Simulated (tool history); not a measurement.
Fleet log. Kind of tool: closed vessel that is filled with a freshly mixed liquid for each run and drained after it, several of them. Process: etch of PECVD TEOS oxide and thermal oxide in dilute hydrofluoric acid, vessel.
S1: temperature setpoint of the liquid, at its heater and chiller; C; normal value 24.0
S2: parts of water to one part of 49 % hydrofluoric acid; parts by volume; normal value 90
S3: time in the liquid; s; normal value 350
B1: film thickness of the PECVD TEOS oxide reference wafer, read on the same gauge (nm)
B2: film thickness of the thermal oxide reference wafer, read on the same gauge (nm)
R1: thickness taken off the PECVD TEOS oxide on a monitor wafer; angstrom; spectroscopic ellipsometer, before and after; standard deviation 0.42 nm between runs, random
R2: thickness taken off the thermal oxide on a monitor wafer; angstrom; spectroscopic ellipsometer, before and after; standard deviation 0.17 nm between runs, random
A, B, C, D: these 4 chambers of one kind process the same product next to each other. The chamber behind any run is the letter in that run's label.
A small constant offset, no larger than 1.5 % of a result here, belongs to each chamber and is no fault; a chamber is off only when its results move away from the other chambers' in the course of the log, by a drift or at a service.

run  hour    S1   S2   S3      B1       B2      R1       R2
 1C   4.4  24.0   90  350  80.013  100.000  577.09  182.740
 2B   7.6  24.0   90  350  79.997  100.010  589.24  179.340
 3D  11.9  24.0   90  350  80.019  100.010  577.83  178.020
 4A  14.4  24.0   90  350  79.999   99.993  582.65  180.110
 5A  18.3  24.0  115  350  80.003  100.020  443.58  140.410
 6B  22.0  24.0  115  350  79.990  100.010  444.21  138.600
 7D  25.8  24.0  115  350  79.989   99.996  434.78  136.140
 8C  28.4  24.0  115  350  80.000  100.000  440.19  137.690
 9A  31.4  24.0   90  350  79.990   99.970  583.28  184.210
10B  33.5  24.0   90  350  80.000   99.998  582.65  177.990
11D  35.8  24.0   90  520  80.000   99.994  861.59  269.150
12C  39.9  24.0   90  520  79.990  100.010  854.21  266.750
13A  41.9  24.0   90  520  80.023   99.984  900.24  279.270
14D  46.3  24.0   90  520  80.015   99.997  865.91  267.220
15B  48.7  24.0   90  350  80.009   99.993  588.41  181.240
16C  51.2  24.0   90  350  80.000  100.000  572.94  181.720
17B  53.2  19.0   90  145  80.001   99.983  200.27   59.375
18D  55.8  19.0   90  145  80.011  100.010  198.05   61.243
19C  58.1  19.0   90  145  79.978  100.000  196.52   61.694
20A  60.7  19.0   90  145  80.009  100.010  211.99   65.296
21D  63.8  24.0   90  350  79.993   99.987  573.50  178.700
22A  67.8  24.0   90  350  79.999  100.020  631.39  193.990
23B  70.2  24.0   90  350  80.010  100.010  593.10  179.950
24C  73.4  22.5   70  350  80.012  100.010  704.30  226.090

For the next run the whole fleet of 4 chambers uses the same settings. Give each chamber's results:
25A  76.7  24.0  90  350           ?   ?
25B  76.7  24.0  90  350           ?   ?
25C  76.7  24.0  90  350           ?   ?
25D  76.7  24.0  90  350           ?   ?

run      R1       R2
25A  648.65  199.450
25B  590.31  179.380
25C  578.09  182.970
25D  576.91  183.180
